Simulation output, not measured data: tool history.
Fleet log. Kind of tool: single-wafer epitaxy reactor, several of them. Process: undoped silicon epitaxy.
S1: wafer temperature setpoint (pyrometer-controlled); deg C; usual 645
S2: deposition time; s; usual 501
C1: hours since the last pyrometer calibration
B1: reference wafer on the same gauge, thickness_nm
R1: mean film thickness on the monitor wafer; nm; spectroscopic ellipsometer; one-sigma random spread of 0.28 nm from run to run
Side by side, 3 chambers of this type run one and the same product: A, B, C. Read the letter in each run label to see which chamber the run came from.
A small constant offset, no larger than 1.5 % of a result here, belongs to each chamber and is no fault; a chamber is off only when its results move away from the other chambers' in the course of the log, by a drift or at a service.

run 1B hour=14.9 | S1=645 S2=501 | C1=658.8 | B1=80.922 | R1=76.541
run 2C hour=29.7 | S1=645 S2=501 | C1=2123.4 | B1=80.983 | R1=75.505
run 3A hour=37.4 | S1=645 S2=501 | C1=310.4 | B1=81.078 | R1=74.484
run 4B hour=51.0 | S1=645 S2=501 | C1=694.9 | B1=81.043 | R1=76.582
run 5A hour=60.8 | S1=651 S2=411 | C1=333.8 | B1=81.027 | R1=70.080
run 6C hour=72.4 | S1=651 S2=411 | C1=2166.1 | B1=81.046 | R1=70.899
run 7A hour=88.1 | S1=651 S2=411 | C1=361.1 | B1=81.015 | R1=69.761
run 8C hour=96.7 | S1=645 S2=501 | C1=2190.4 | B1=80.957 | R1=75.616
run 9B hour=108.3 | S1=645 S2=501 | C1=752.2 | B1=81.017 | R1=76.376
run 10A hour=119.2 | S1=645 S2=501 | C1=392.2 | B1=80.970 | R1=74.307
run 11C hour=128.2 | S1=645 S2=501 | C1=2221.9 | B1=81.056 | R1=76.295
run 12B hour=137.6 | S1=645 S2=501 | C1=781.5 | B1=81.046 | R1=76.391
run 13A hour=153.0 | S1=645 S2=501 | C1=426.0 | B1=80.908 | R1=74.934
run 14B hour=165.2 | S1=645 S2=501 | C1=809.1 | B1=81.029 | R1=76.031
run 15C hour=177.8 | S1=645 S2=501 | C1=2271.5 | B1=81.027 | R1=75.842
run 16B hour=190.6 | S1=659 S2=563 | C1=834.5 | B1=81.023 | R1=116.240
run 17C hour=200.1 | S1=659 S2=563 | C1=2293.8 | B1=80.977 | R1=115.770
run 18A hour=212.7 | S1=659 S2=563 | C1=485.7 | B1=80.974 | R1=113.020
run 19C hour=225.4 | S1=645 S2=501 | C1=2319.1 | B1=80.941 | R1=75.853
run 20B hour=234.9 | S1=645 S2=501 | C1=878.8 | B1=80.910 | R1=75.874
run 21A hour=243.6 | S1=645 S2=501 | C1=516.6 | B1=80.988 | R1=74.671
run 22A hour=250.9 | S1=645 S2=501 | C1=523.9 | B1=81.025 | R1=74.443
run 23C hour=265.9 | S1=645 S2=501 | C1=2359.6 | B1=80.920 | R1=75.350
run 24B hour=281.3 | S1=645 S2=501 | C1=925.2 | B1=81.020 | R1=76.048
run 25B hour=294.9 | S1=645 S2=501 | C1=938.8 | B1=81.005 | R1=76.219
run 26A hour=310.4 | S1=645 S2=501 | C1=583.4 | B1=81.003 | R1=75.032
run 27C hour=323.7 | S1=645 S2=501 | C1=2417.4 | B1=81.029 | R1=75.791

All chambers now run identical settings, listed one chamber a line with results as question marks. What results will each chamber show?
run 28A hour=335.1 | S1=645 S2=409 | R1=?
run 28B hour=335.1 | S1=645 S2=409 | R1=?
run 28C hour=335.1 | S1=645 S2=409 | R1=?

run=28A R1=60.848
run=28B R1=62.190
run=28C R1=61.714
